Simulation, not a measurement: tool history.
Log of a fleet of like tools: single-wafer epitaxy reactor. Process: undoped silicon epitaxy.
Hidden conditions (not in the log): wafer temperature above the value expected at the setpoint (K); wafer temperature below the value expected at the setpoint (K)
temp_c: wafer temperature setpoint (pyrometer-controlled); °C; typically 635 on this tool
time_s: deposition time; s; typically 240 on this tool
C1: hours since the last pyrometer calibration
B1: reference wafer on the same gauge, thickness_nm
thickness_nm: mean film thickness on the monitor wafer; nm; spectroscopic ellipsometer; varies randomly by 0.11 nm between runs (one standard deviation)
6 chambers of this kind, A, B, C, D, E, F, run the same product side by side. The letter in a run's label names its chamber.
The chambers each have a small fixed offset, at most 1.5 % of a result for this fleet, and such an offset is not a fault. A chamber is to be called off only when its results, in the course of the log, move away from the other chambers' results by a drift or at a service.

Run 1B, hour 8.6: usual settings; C1 966.7; B1 27.775. Result: thickness_nm 28.973 nm.
Run 2A, hour 16.5: usual settings; C1 1874.7; B1 27.793. Result: thickness_nm 28.919 nm.
Run 3F, hour 28.4: usual settings; C1 869.7; B1 27.813. Result: thickness_nm 28.575 nm.
Run 4D, hour 34.1: usual settings; C1 1419.1; B1 27.818. Result: thickness_nm 28.895 nm.
Run 5C, hour 44.1: usual settings; C1 101.3; B1 27.795. Result: thickness_nm 29.177 nm.
Run 6E, hour 52.9: usual settings; C1 797.7; B1 27.788. Result: thickness_nm 29.047 nm.
Run 7E, hour 64.3: usual settings; C1 809.1; B1 27.793. Result: thickness_nm 29.143 nm.
Run 8B, hour 74.2: usual settings; C1 1032.3; B1 27.801. Result: thickness_nm 29.047 nm.
Run 9A, hour 85.8: usual settings but temp_c 625 °C; C1 1944; B1 27.81. Result: thickness_nm 22.77 nm.
Run 10D, hour 97.8: usual settings but temp_c 625 °C; C1 1482.8; B1 27.785. Result: thickness_nm 23.037 nm.
Run 11C, hour 104.4: usual settings but temp_c 625 °C; C1 161.6; B1 27.775. Result: thickness_nm 23.284 nm.
Run 12F, hour 116.2: usual settings but temp_c 625 °C; C1 957.5; B1 27.805. Result: thickness_nm 23.097 nm.
Run 13F, hour 127.6: usual settings but temp_c 625 °C; C1 968.9; B1 27.815. Result: thickness_nm 22.946 nm.
Run 14B, hour 138.5: usual settings but temp_c 625 °C; C1 1096.6; B1 27.823. Result: thickness_nm 23.038 nm.
Run 15E, hour 149.2: usual settings; C1 894; B1 27.822. Result: thickness_nm 29.077 nm.
Run 16A, hour 157.6: usual settings; C1 2015.8; B1 27.811. Result: thickness_nm 28.845 nm.
Run 17C, hour 163.9: usual settings; C1 221.1; B1 27.8. Result: thickness_nm 29.365 nm.
Run 18D, hour 171.2: usual settings; C1 1556.2; B1 27.796. Result: thickness_nm 29.059 nm.
Run 19D, hour 178.2: usual settings; C1 1563.2; B1 27.811. Result: thickness_nm 28.954 nm.
Run 20A, hour 189.3: usual settings; C1 2047.5; B1 27.807. Result: thickness_nm 28.93 nm.
Run 21C, hour 195.5: usual settings; C1 252.7; B1 27.804. Result: thickness_nm 29.178 nm.
Run 22E, hour 204: usual settings; C1 948.8; B1 27.806. Result: thickness_nm 28.791 nm.
Run 23F, hour 210.5: usual settings; C1 1051.8; B1 27.801. Result: thickness_nm 28.897 nm.
Run 24B, hour 221.5: usual settings; C1 1179.6; B1 27.799. Result: thickness_nm 28.949 nm.
At hour 225.2: chamber A: pyrometer calibrated.
Run 25C, hour 229.1: usual settings but temp_c 648 °C; C1 286.3; B1 27.777. Result: thickness_nm 38.776 nm.
Run 26B, hour 240.7: usual settings but temp_c 648 °C; C1 1198.8; B1 27.807. Result: thickness_nm 38.855 nm.
Run 27F, hour 251.3: usual settings but temp_c 648 °C; C1 1092.6; B1 27.821. Result: thickness_nm 38.319 nm.
Run 28A, hour 260.5: usual settings but temp_c 648 °C; C1 35.3; B1 27.81. Result: thickness_nm 40.151 nm.
Run 29E, hour 269.7: usual settings but temp_c 648 °C; C1 1014.5; B1 27.786. Result: thickness_nm 38.908 nm.
Run 30D, hour 281.3: usual settings but temp_c 648 °C; C1 1666.3; B1 27.797. Result: thickness_nm 38.492 nm.
Run 31C, hour 293.6: usual settings; C1 350.8; B1 27.801. Result: thickness_nm 29.235 nm.
Run 32A, hour 302: usual settings but time_s 280 s; C1 76.8; B1 27.814. Result: thickness_nm 35.057 nm.
Run 33B, hour 311.1: usual settings but time_s 280 s; C1 1269.2; B1 27.791. Result: thickness_nm 33.906 nm.
Run 34D, hour 319.5: usual settings but time_s 280 s; C1 1704.5; B1 27.82. Result: thickness_nm 33.556 nm.
Run 35F, hour 328.8: usual settings but time_s 280 s; C1 1170.1; B1 27.785. Result: thickness_nm 33.642 nm.
Run 36E, hour 335.8: usual settings but time_s 280 s; C1 1080.6; B1 27.807. Result: thickness_nm 33.93 nm.
Run 37F, hour 347.9: usual settings but time_s 280 s; C1 1189.2; B1 27.802. Result: thickness_nm 33.752 nm.
Run 38C, hour 358.8: usual settings; C1 416; B1 27.808. Result: thickness_nm 29.209 nm.
Run 39B, hour 369.5: usual settings; C1 1327.6; B1 27.793. Result: thickness_nm 28.753 nm.
Run 40A, hour 377.7: usual settings; C1 152.5; B1 27.797. Result: thickness_nm 30.138 nm.

Next, every chamber runs the same settings. What will each give?
Run 41A, hour 386.5: usual settings but temp_c 640 °C. Result: thickness_nm ?.
Run 41B, hour 386.5: usual settings but temp_c 640 °C. Result: thickness_nm ?.
Run 41C, hour 386.5: usual settings but temp_c 640 °C. Result: thickness_nm ?.
Run 41D, hour 386.5: usual settings but temp_c 640 °C. Result: thickness_nm ?.
Run 41E, hour 386.5: usual settings but temp_c 640 °C. Result: thickness_nm ?.
Run 41F, hour 386.5: usual settings but temp_c 640 °C. Result: thickness_nm ?.

run  thickness_nm
41A        33.579
41B        32.453
41C        32.552
41D        32.303
41E        32.453
41F        32.309
